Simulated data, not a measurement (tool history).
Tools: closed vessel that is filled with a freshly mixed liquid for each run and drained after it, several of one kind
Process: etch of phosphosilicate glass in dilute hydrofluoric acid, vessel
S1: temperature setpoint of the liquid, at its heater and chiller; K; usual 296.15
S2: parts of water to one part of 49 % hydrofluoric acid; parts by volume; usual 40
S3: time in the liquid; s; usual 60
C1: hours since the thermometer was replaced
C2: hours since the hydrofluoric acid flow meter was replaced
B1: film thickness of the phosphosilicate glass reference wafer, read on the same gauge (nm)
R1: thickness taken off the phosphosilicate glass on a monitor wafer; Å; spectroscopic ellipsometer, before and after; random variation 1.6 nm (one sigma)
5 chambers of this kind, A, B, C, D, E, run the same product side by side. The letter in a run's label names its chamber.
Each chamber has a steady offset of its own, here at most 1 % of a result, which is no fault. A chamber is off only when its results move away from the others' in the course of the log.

Run 1E, day 0.175: usual settings; C1 265.9; C2 242.8; B1 129.99. Result: R1 1995.6 Å.
Run 2B, day 0.392: usual settings; C1 149.2; C2 1842.4; B1 129.99. Result: R1 1915.3 Å.
Run 3A, day 0.6: usual settings; C1 1039.1; C2 811.9; B1 129.99. Result: R1 1984.6 Å.
Run 4D, day 0.75: usual settings; C1 1503.8; C2 810.2; B1 130. Result: R1 1965.2 Å.
Run 5C, day 0.95: usual settings; C1 662.1; C2 361.5; B1 130.02. Result: R1 1959 Å.
Run 6C, day 1.071: usual settings; C1 665; C2 364.4; B1 130. Result: R1 1990.2 Å.
Run 7B, day 1.167: usual settings; C1 167.8; C2 1861; B1 130.02. Result: R1 1957.2 Å.
Run 8D, day 1.288: usual settings but S1 297.65 K, S2 55 parts by volume; C1 1516.7; C2 823.1; B1 130.02. Result: R1 1491.1 Å.
Run 9A, day 1.504: usual settings but S1 297.65 K, S2 55 parts by volume; C1 1060.8; C2 833.6; B1 129.99. Result: R1 1505.9 Å.
Run 10E, day 1.662: usual settings but S1 297.65 K, S2 55 parts by volume; C1 301.6; C2 278.5; B1 130.01. Result: R1 1513.7 Å.
Run 11A, day 1.775: usual settings but S1 297.65 K, S2 55 parts by volume; C1 1067.3; C2 840.1; B1 130. Result: R1 1502.9 Å.
Run 12B, day 1.95: usual settings but S1 297.65 K, S2 55 parts by volume; C1 186.6; C2 1879.8; B1 130. Result: R1 1492 Å.
Run 13E, day 2.075: usual settings but S3 80 s; C1 311.5; C2 288.4; B1 130.03. Result: R1 2656.1 Å.
Run 14C, day 2.267: usual settings but S3 80 s; C1 693.7; C2 393.1; B1 129.99. Result: R1 2540.1 Å.
Run 15D, day 2.458: usual settings but S3 80 s; C1 1544.8; C2 851.2; B1 130. Result: R1 2618.6 Å.
Run 16B, day 2.662: usual settings but S3 80 s; C1 203.7; C2 1896.9; B1 129.98. Result: R1 2616.5 Å.
Run 17E, day 2.862: usual settings but S3 80 s; C1 330.4; C2 307.3; B1 130.01. Result: R1 2629.1 Å.
Run 18D, day 3.067: usual settings; C1 1559.4; C2 865.8; B1 130. Result: R1 1970.6 Å.
Run 19A, day 3.233: usual settings; C1 1102.3; C2 875.1; B1 129.97. Result: R1 1992.3 Å.
Run 20C, day 3.425: usual settings; C1 721.5; C2 420.9; B1 130.06. Result: R1 1886.4 Å.
Run 21A, day 3.646: usual settings but S2 25 parts by volume; C1 1112.2; C2 885; B1 130.01. Result: R1 3276.4 Å.
Run 22B, day 3.792: usual settings but S2 25 parts by volume; C1 230.8; C2 1924; B1 129.98. Result: R1 3228.4 Å.
Run 23E, day 3.912: usual settings but S2 25 parts by volume; C1 355.6; C2 332.5; B1 130. Result: R1 3251.4 Å.
Run 24D, day 4.129: usual settings but S2 25 parts by volume; C1 1584.9; C2 891.3; B1 130. Result: R1 3300.8 Å.
Run 25C, day 4.308: usual settings but S2 25 parts by volume; C1 742.7; C2 442.1; B1 130.04. Result: R1 2969.2 Å.
Run 26A, day 4.525: usual settings; C1 1133.3; C2 906.1; B1 130.01. Result: R1 1971.1 Å.
Run 27E, day 4.671: usual settings but S2 25 parts by volume; C1 373.8; C2 350.7; B1 130.04. Result: R1 3284.2 Å.
Run 28B, day 4.796: usual settings but S2 25 parts by volume; C1 254.9; C2 1948.1; B1 129.98. Result: R1 3186.2 Å.
Run 29C, day 4.933: usual settings but S2 25 parts by volume; C1 757.7; C2 457.1; B1 129.99. Result: R1 2891.2 Å.
Run 30D, day 5.125: usual settings but S2 25 parts by volume; C1 1608.8; C2 915.2; B1 129.97. Result: R1 3229.7 Å.
Run 31E, day 5.229: usual settings but S2 25 parts by volume; C1 387.2; C2 364.1; B1 130.01. Result: R1 3263.4 Å.
Run 32D, day 5.35: usual settings; C1 1614.2; C2 920.6; B1 130.04. Result: R1 1977.4 Å.

All 5 chambers run these settings next. Forecast each chamber's results:
Run 33A, day 5.508: usual settings. Result: R1 ?.
Run 33B, day 5.508: usual settings. Result: R1 ?.
Run 33C, day 5.508: usual settings. Result: R1 ?.
Run 33D, day 5.508: usual settings. Result: R1 ?.
Run 33E, day 5.508: usual settings. Result: R1 ?.

run      R1
33A  1976.9
33B  1968.7
33C  1771.6
33D  1988.8
33E  1983.8
